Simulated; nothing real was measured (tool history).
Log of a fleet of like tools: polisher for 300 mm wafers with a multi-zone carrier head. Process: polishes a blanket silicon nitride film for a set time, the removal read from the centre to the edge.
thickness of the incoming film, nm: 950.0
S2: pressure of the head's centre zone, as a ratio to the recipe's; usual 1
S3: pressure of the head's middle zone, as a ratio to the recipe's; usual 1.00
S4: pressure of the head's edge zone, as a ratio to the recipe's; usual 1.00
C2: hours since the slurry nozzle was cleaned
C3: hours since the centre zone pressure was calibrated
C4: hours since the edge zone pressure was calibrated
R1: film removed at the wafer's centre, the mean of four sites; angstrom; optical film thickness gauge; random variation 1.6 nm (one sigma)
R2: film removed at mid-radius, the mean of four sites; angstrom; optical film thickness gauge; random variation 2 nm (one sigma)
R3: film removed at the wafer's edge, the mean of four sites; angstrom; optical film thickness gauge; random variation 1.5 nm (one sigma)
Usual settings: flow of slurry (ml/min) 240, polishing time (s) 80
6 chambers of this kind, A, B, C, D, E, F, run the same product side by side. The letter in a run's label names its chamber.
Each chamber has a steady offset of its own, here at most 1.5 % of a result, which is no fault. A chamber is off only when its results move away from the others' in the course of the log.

{"run": "1E", "day": 0.517, "flow of slurry (ml/min)": 240, "S2": 1, "S3": 1.0, "S4": 1.0, "polishing time (s)": 80, "wafers polished on this pad": 1104, "C2": 272.0, "C3": 350.4, "C4": 947.8, "R1": 1625.9, "R2": 1676.5, "R3": 1607.2}
{"run": "2D", "day": 0.888, "flow of slurry (ml/min)": 240, "S2": 1, "S3": 1.0, "S4": 1.0, "polishing time (s)": 80, "wafers polished on this pad": 170, "C2": 417.4, "C3": 310.3, "C4": 919.2, "R1": 1663.9, "R2": 1616.9, "R3": 1636.3}
{"run": "3A", "day": 1.258, "flow of slurry (ml/min)": 240, "S2": 1, "S3": 1.0, "S4": 1.0, "polishing time (s)": 80, "wafers polished on this pad": 346, "C2": 125.4, "C3": 367.1, "C4": 912.0, "R1": 1601.0, "R2": 1606.4, "R3": 1598.6}
{"day": 1.458, "done": "chamber B: worn pad replaced by a new one"}
{"run": "4C", "day": 1.646, "flow of slurry (ml/min)": 240, "S2": 1, "S3": 1.0, "S4": 1.0, "polishing time (s)": 80, "wafers polished on this pad": 645, "C2": 266.8, "C3": 283.1, "C4": 97.6, "R1": 1647.8, "R2": 1636.9, "R3": 1636.2}
{"run": "5F", "day": 1.892, "flow of slurry (ml/min)": 240, "S2": 1, "S3": 1.0, "S4": 1.0, "polishing time (s)": 80, "wafers polished on this pad": 938, "C2": 238.9, "C3": 1253.1, "C4": 226.3, "R1": 1610.9, "R2": 1627.9, "R3": 1619.2}
{"day": 2.042, "done": "chamber D: slurry nozzle cleaned"}
{"run": "6B", "day": 2.196, "flow of slurry (ml/min)": 240, "S2": 1, "S3": 0.9, "S4": 1.0, "polishing time (s)": 100, "wafers polished on this pad": 108, "C2": 675.2, "C3": 594.5, "C4": 562.3, "R1": 2065.9, "R2": 1889.9, "R3": 2017.6}
{"day": 2.217, "done": "chamber E: worn pad replaced by a new one"}
{"run": "7E", "day": 2.492, "flow of slurry (ml/min)": 240, "S2": 1, "S3": 0.9, "S4": 1.0, "polishing time (s)": 100, "wafers polished on this pad": 40, "C2": 319.4, "C3": 397.8, "C4": 995.2, "R1": 2091.6, "R2": 1865.7, "R3": 2011.3}
{"run": "8F", "day": 2.838, "flow of slurry (ml/min)": 240, "S2": 1, "S3": 0.9, "S4": 1.0, "polishing time (s)": 100, "wafers polished on this pad": 1076, "C2": 261.6, "C3": 1275.8, "C4": 249.0, "R1": 2002.0, "R2": 1835.4, "R3": 2008.9}
{"day": 2.988, "done": "chamber B: slurry nozzle cleaned"}
{"run": "9A", "day": 3.267, "flow of slurry (ml/min)": 240, "S2": 1, "S3": 0.9, "S4": 1.0, "polishing time (s)": 100, "wafers polished on this pad": 639, "C2": 173.6, "C3": 415.3, "C4": 960.2, "R1": 2007.6, "R2": 1829.1, "R3": 2059.8}
{"day": 3.746, "done": "chamber F: worn pad replaced by a new one"}
{"run": "10C", "day": 3.779, "flow of slurry (ml/min)": 240, "S2": 1, "S3": 0.9, "S4": 1.0, "polishing time (s)": 100, "wafers polished on this pad": 957, "C2": 318.0, "C3": 334.3, "C4": 148.8, "R1": 2026.0, "R2": 1870.6, "R3": 2043.4}
{"run": "11B", "day": 4.279, "flow of slurry (ml/min)": 240, "S2": 1, "S3": 0.9, "S4": 1.0, "polishing time (s)": 100, "wafers polished on this pad": 412, "C2": 31.1, "C3": 644.5, "C4": 612.3, "R1": 2022.1, "R2": 1868.5, "R3": 2051.5}
{"day": 4.442, "done": "chamber D: centre zone pressure recalibrated"}
{"run": "12D", "day": 4.658, "flow of slurry (ml/min)": 240, "S2": 1, "S3": 1.0, "S4": 1.0, "polishing time (s)": 80, "wafers polished on this pad": 721, "C2": 62.9, "C3": 5.2, "C4": 1009.7, "R1": 1644.4, "R2": 1628.9, "R3": 1649.0}
{"run": "13E", "day": 4.904, "flow of slurry (ml/min)": 190, "S2": 1, "S3": 1.0, "S4": 1.0, "polishing time (s)": 96, "wafers polished on this pad": 392, "C2": 377.3, "C3": 455.7, "C4": 1053.1, "R1": 1898.1, "R2": 1894.8, "R3": 1941.1}
{"run": "14F", "day": 5.196, "flow of slurry (ml/min)": 190, "S2": 1, "S3": 1.0, "S4": 1.0, "polishing time (s)": 96, "wafers polished on this pad": 212, "C2": 318.2, "C3": 1332.4, "C4": 305.6, "R1": 1856.5, "R2": 1873.3, "R3": 1940.7}
{"run": "15D", "day": 5.65, "flow of slurry (ml/min)": 190, "S2": 1, "S3": 1.0, "S4": 1.0, "polishing time (s)": 96, "wafers polished on this pad": 866, "C2": 86.7, "C3": 29.0, "C4": 1033.5, "R1": 1885.7, "R2": 1871.2, "R3": 1926.2}
{"run": "16C", "day": 6.05, "flow of slurry (ml/min)": 190, "S2": 1, "S3": 1.0, "S4": 1.0, "polishing time (s)": 96, "wafers polished on this pad": 1288, "C2": 372.5, "C3": 388.8, "C4": 203.3, "R1": 1872.8, "R2": 1872.7, "R3": 1885.5}
{"run": "17B", "day": 6.538, "flow of slurry (ml/min)": 190, "S2": 1, "S3": 1.0, "S4": 1.0, "polishing time (s)": 96, "wafers polished on this pad": 742, "C2": 85.3, "C3": 698.7, "C4": 666.5, "R1": 1909.6, "R2": 1922.8, "R3": 1892.9}
{"day": 6.892, "done": "chamber E: slurry nozzle cleaned"}
{"run": "18A", "day": 7.025, "flow of slurry (ml/min)": 190, "S2": 1, "S3": 1.0, "S4": 1.0, "polishing time (s)": 96, "wafers polished on this pad": 1188, "C2": 263.8, "C3": 505.5, "C4": 1050.4, "R1": 1860.6, "R2": 1873.7, "R3": 1894.2}
{"day": 7.117, "done": "chamber F: centre zone pressure recalibrated"}
{"run": "19D", "day": 7.417, "flow of slurry (ml/min)": 240, "S2": 1, "S3": 1.0, "S4": 1.0, "polishing time (s)": 80, "wafers polished on this pad": 1124, "C2": 129.1, "C3": 71.4, "C4": 1075.9, "R1": 1645.3, "R2": 1623.7, "R3": 1642.0}
{"run": "20A", "day": 7.758, "flow of slurry (ml/min)": 240, "S2": 1, "S3": 1.0, "S4": 1.0, "polishing time (s)": 80, "wafers polished on this pad": 1295, "C2": 281.4, "C3": 523.1, "C4": 1068.0, "R1": 1608.5, "R2": 1634.2, "R3": 1619.4}
{"day": 8.112, "done": "chamber A: worn pad replaced by a new one"}
{"run": "21C", "day": 8.225, "flow of slurry (ml/min)": 240, "S2": 1, "S3": 1.0, "S4": 1.0, "polishing time (s)": 80, "wafers polished on this pad": 1606, "C2": 424.7, "C3": 441.0, "C4": 255.5, "R1": 1591.7, "R2": 1612.7, "R3": 1604.0}
{"day": 8.229, "done": "chamber C: centre zone pressure recalibrated"}
{"run": "22B", "day": 8.521, "flow of slurry (ml/min)": 240, "S2": 1, "S3": 1.0, "S4": 1.05, "polishing time (s)": 100, "wafers polished on this pad": 1032, "C2": 132.9, "C3": 746.3, "C4": 714.1, "R1": 2041.3, "R2": 2080.5, "R3": 2106.7}
{"run": "23F", "day": 8.904, "flow of slurry (ml/min)": 240, "S2": 1, "S3": 1.0, "S4": 1.05, "polishing time (s)": 100, "wafers polished on this pad": 753, "C2": 407.2, "C3": 43.0, "C4": 394.6, "R1": 2036.1, "R2": 2010.5, "R3": 2066.7}
{"run": "24E", "day": 9.392, "flow of slurry (ml/min)": 240, "S2": 1, "S3": 1.0, "S4": 1.05, "polishing time (s)": 100, "wafers polished on this pad": 1048, "C2": 60.0, "C3": 563.4, "C4": 1160.8, "R1": 2035.1, "R2": 2069.2, "R3": 2117.8}
{"run": "25B", "day": 9.654, "flow of slurry (ml/min)": 240, "S2": 1, "S3": 1.0, "S4": 1.05, "polishing time (s)": 100, "wafers polished on this pad": 1197, "C2": 160.1, "C3": 773.5, "C4": 741.3, "R1": 2022.1, "R2": 2046.6, "R3": 2090.4}
{"day": 10.021, "done": "chamber E: worn pad replaced by a new one"}
{"run": "26E", "day": 10.071, "flow of slurry (ml/min)": 240, "S2": 1, "S3": 1.0, "S4": 1.05, "polishing time (s)": 100, "wafers polished on this pad": 7, "C2": 76.3, "C3": 579.7, "C4": 1177.1, "R1": 2071.9, "R2": 2050.7, "R3": 2097.3}
{"day": 10.138, "done": "chamber E: edge zone pressure recalibrated"}
{"day": 10.471, "done": "chamber A: slurry nozzle cleaned"}
{"day": 10.529, "done": "chamber D: worn pad replaced by a new one"}
{"run": "27F", "day": 10.546, "flow of slurry (ml/min)": 240, "S2": 1, "S3": 1.0, "S4": 1.05, "polishing time (s)": 100, "wafers polished on this pad": 993, "C2": 446.6, "C3": 82.4, "C4": 434.0, "R1": 2009.9, "R2": 2003.8, "R3": 2078.5}
{"run": "28C", "day": 11.029, "flow of slurry (ml/min)": 240, "S2": 1, "S3": 1.0, "S4": 1.0, "polishing time (s)": 80, "wafers polished on this pad": 2016, "C2": 492.0, "C3": 67.3, "C4": 322.8, "R1": 1537.3, "R2": 1545.0, "R3": 1584.9}
{"day": 11.283, "done": "chamber B: worn pad replaced by a new one"}
{"run": "29A", "day": 11.342, "flow of slurry (ml/min)": 240, "S2": 1, "S3": 1.0, "S4": 1.0, "polishing time (s)": 80, "wafers polished on this pad": 472, "C2": 20.9, "C3": 609.1, "C4": 1154.0, "R1": 1617.7, "R2": 1604.8, "R3": 1637.2}
{"run": "30D", "day": 11.846, "flow of slurry (ml/min)": 240, "S2": 1, "S3": 1.0, "S4": 1.0, "polishing time (s)": 80, "wafers polished on this pad": 192, "C2": 235.4, "C3": 177.7, "C4": 1182.2, "R1": 1654.1, "R2": 1636.5, "R3": 1625.6}
{"run": "31C", "day": 12.242, "flow of slurry (ml/min)": 240, "S2": 1, "S3": 1.0, "S4": 1.0, "polishing time (s)": 80, "wafers polished on this pad": 2193, "C2": 521.1, "C3": 96.4, "C4": 351.9, "R1": 1580.2, "R2": 1546.4, "R3": 1601.7}
{"run": "32E", "day": 12.612, "flow of slurry (ml/min)": 240, "S2": 1, "S3": 1.0, "S4": 1.0, "polishing time (s)": 98, "wafers polished on this pad": 378, "C2": 137.3, "C3": 640.7, "C4": 59.4, "R1": 1990.5, "R2": 2008.7, "R3": 1961.4}
{"run": "33A", "day": 13.046, "flow of slurry (ml/min)": 240, "S2": 1, "S3": 1.0, "S4": 1.0, "polishing time (s)": 98, "wafers polished on this pad": 721, "C2": 61.8, "C3": 650.0, "C4": 1194.9, "R1": 1969.0, "R2": 2014.8, "R3": 1979.6}
{"run": "34F", "day": 13.429, "flow of slurry (ml/min)": 240, "S2": 1, "S3": 1.0, "S4": 1.0, "polishing time (s)": 98, "wafers polished on this pad": 1414, "C2": 515.8, "C3": 151.6, "C4": 503.2, "R1": 1977.4, "R2": 1988.0, "R3": 1982.4}
{"run": "35B", "day": 13.879, "flow of slurry (ml/min)": 240, "S2": 1, "S3": 1.0, "S4": 1.0, "polishing time (s)": 98, "wafers polished on this pad": 379, "C2": 261.5, "C3": 874.9, "C4": 842.7, "R1": 1980.5, "R2": 2013.1, "R3": 2008.4}
{"run": "36D", "day": 14.329, "flow of slurry (ml/min)": 240, "S2": 1, "S3": 1.0, "S4": 1.0, "polishing time (s)": 98, "wafers polished on this pad": 555, "C2": 295.0, "C3": 237.3, "C4": 1241.8, "R1": 2013.0, "R2": 2004.0, "R3": 1958.4}
{"day": 14.533, "done": "chamber F: worn pad replaced by a new one"}
{"run": "37A", "day": 14.788, "flow of slurry (ml/min)": 240, "S2": 1, "S3": 1.0, "S4": 1.0, "polishing time (s)": 98, "wafers polished on this pad": 975, "C2": 103.6, "C3": 691.8, "C4": 1236.7, "R1": 2026.6, "R2": 1983.2, "R3": 1982.5}
{"run": "38E", "day": 15.138, "flow of slurry (ml/min)": 240, "S2": 1, "S3": 1.0, "S4": 1.0, "polishing time (s)": 80, "wafers polished on this pad": 747, "C2": 197.9, "C3": 701.3, "C4": 120.0, "R1": 1634.8, "R2": 1660.2, "R3": 1647.7}
{"day": 15.379, "done": "chamber C: edge zone pressure recalibrated"}
{"run": "39D", "day": 15.442, "flow of slurry (ml/min)": 240, "S2": 1, "S3": 1.05, "S4": 1.0, "polishing time (s)": 80, "wafers polished on this pad": 717, "C2": 321.7, "C3": 264.0, "C4": 1268.5, "R1": 1623.2, "R2": 1703.0, "R3": 1617.0}
{"run": "40C", "day": 15.812, "flow of slurry (ml/min)": 240, "S2": 1, "S3": 1.05, "S4": 1.0, "polishing time (s)": 80, "wafers polished on this pad": 2714, "C2": 606.8, "C3": 182.1, "C4": 10.5, "R1": 1553.0, "R2": 1610.1, "R3": 1561.1}
{"day": 16.229, "done": "chamber F: slurry nozzle cleaned"}
{"run": "41B", "day": 16.258, "flow of slurry (ml/min)": 240, "S2": 1, "S3": 1.05, "S4": 1.0, "polishing time (s)": 80, "wafers polished on this pad": 726, "C2": 318.6, "C3": 932.0, "C4": 899.8, "R1": 1640.1, "R2": 1718.3, "R3": 1631.7}
{"run": "42F", "day": 16.592, "flow of slurry (ml/min)": 240, "S2": 1, "S3": 1.05, "S4": 1.0, "polishing time (s)": 80, "wafers polished on this pad": 300, "C2": 8.7, "C3": 227.5, "C4": 579.1, "R1": 1602.0, "R2": 1718.3, "R3": 1629.9}

Is one chamber off against the others, does the gauge drift, or is nothing wrong? If a chamber is off, say which, and what the likeliest cause is.

Chamber C drifts away from the others.
Cause: removal rate lost through wear of the pad, % = 6.16.
The log may not tell that from: slurry flow missing at the pad, %.

Here are 4 candidates for chamber C's next run, each the usual settings with a change, their results left as question marks. Which one brings its results back in line with what the others give on the usual settings?
In line means no further than this from the other chambers' mean on the usual settings: R1 57.0 angstrom; R2 71.0 angstrom; R3 53.0 angstrom
{"run": "43C-1", "day": 16.971, "flow of slurry (ml/min)": 235, "S2": 0.99, "S3": 0.99, "S4": 1.01, "polishing time (s)": 71, "R1": "?", "R2": "?", "R3": "?"}
{"run": "43C-2", "day": 16.971, "flow of slurry (ml/min)": 245, "S2": 1.01, "S3": 1.01, "S4": 0.99, "polishing time (s)": 89, "R1": "?", "R2": "?", "R3": "?"}
{"run": "43C-3", "day": 16.971, "flow of slurry (ml/min)": 240, "S2": 1.01, "S3": 1.01, "S4": 1.0, "polishing time (s)": 84, "R1": "?", "R2": "?", "R3": "?"}
{"run": "43C-4", "day": 16.971, "flow of slurry (ml/min)": 240, "S2": 0.99, "S3": 0.99, "S4": 1.0, "polishing time (s)": 76, "R1": "?", "R2": "?", "R3": "?"}

The other chambers' mean on the usual settings: R1 1633.1 angstrom; R2 1635.2 angstrom; R3 1630.6 angstrom
run=43C-1 R1=1345.2 R2=1346.0 R3=1390.6
run=43C-2 R1=1733.8 R2=1727.2 R3=1730.6
run=43C-3 R1=1632.0 R2=1626.2 R3=1639.1
run=43C-4 R1=1444.0 R2=1444.4 R3=1483.4
43C-3 brings the chamber back in line.
